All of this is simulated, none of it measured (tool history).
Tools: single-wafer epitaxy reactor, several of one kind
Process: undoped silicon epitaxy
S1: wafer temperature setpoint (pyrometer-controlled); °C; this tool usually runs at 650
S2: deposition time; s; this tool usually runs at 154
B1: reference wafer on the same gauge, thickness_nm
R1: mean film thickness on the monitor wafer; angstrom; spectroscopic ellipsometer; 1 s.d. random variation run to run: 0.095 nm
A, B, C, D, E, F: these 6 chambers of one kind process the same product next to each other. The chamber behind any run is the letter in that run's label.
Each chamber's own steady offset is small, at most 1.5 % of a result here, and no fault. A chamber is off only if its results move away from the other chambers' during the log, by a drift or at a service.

run   hour   S1   S2      B1      R1
 1D    2.2  650  154  28.819   258.8
 2C    5.4  650  154  28.797  260.02
 3A    8.1  650  154  28.776  260.44
 4E     12  650  154  28.787  258.57
 5B   13.9  650  154  28.772   260.8
 6F     18  650  154  28.781  256.13
 7C   22.1  650  154  28.824  260.51
 8E   24.4  650  134  28.788  226.48
 9F     28  650  134  28.785  224.73
10B     31  650  134  28.802   228.3
11A     35  650  134  28.801  225.51
12D     37  650  134  28.818  222.82
13A   40.1  650  134  28.792  225.51
14F   42.9  650  154  28.818  257.75
15D   45.8  650  154  28.803  258.11
16C   48.3  650  154  28.814  259.35
17E   52.6  643  170   28.78  245.85
18B   55.1  643  170  28.823  247.73
19E   57.9  643  170  28.804  247.69
20F   62.1  643  170  28.799  247.68
21D     64  643  170  28.801  245.84
22A   67.3  643  170  28.799  246.74
23C   71.4  650  154  28.837  260.54
24B   74.1  650  154  28.792  261.03
25F   76.2  650  154  28.809  264.13
26D   79.1  650  154  28.805  258.47
27A   81.5  650  164  28.808  277.49
28C   85.2  650  164   28.78   276.3
29B   87.5  650  164  28.783  279.95
30E   90.5  650  164  28.814  276.92
31A   93.7  650  164  28.789  277.35
32C   97.1  650  164  28.791  277.31
33D  100.1  650  154  28.787  258.23
34B  102.8  650  154  28.793   261.6
35F  105.5  650  154  28.815  268.94
36E    108  650  154  28.782  258.06
37D  111.9  650  154  28.775  258.01

Decide between three cases: one chamber stands off from its peers, the gauge reading all wafers drifts, or nothing is wrong past each chamber's small offset. Where a chamber is off, say which and what most likely put it there.

It is chamber F that slowly wanders off from its peers.
What lies behind it: wafer temperature above the value expected at the setpoint (K) = 2.1.

Which of the 4 candidates below, each the usual settings with something changed and its results left as question marks, puts chamber F back in line with what the other chambers give on the usual settings?
Maximum distance from the other chambers' mean on the usual settings for a result to count as in line: R1 3.3 angstrom
38F-1  114.9  650  148       ?
38F-2  114.9  652  157       ?
38F-3  114.9  648  151       ?
38F-4  114.9  651  156       ?

The mean the other chambers reach with the usual settings: R1 260.27 angstrom
  run      R1
38F-1  259.15
38F-2  286.98
38F-3  253.22
38F-4   279.1
The right change is 38F-1: it brings the chamber back within the allowed miss of the others.
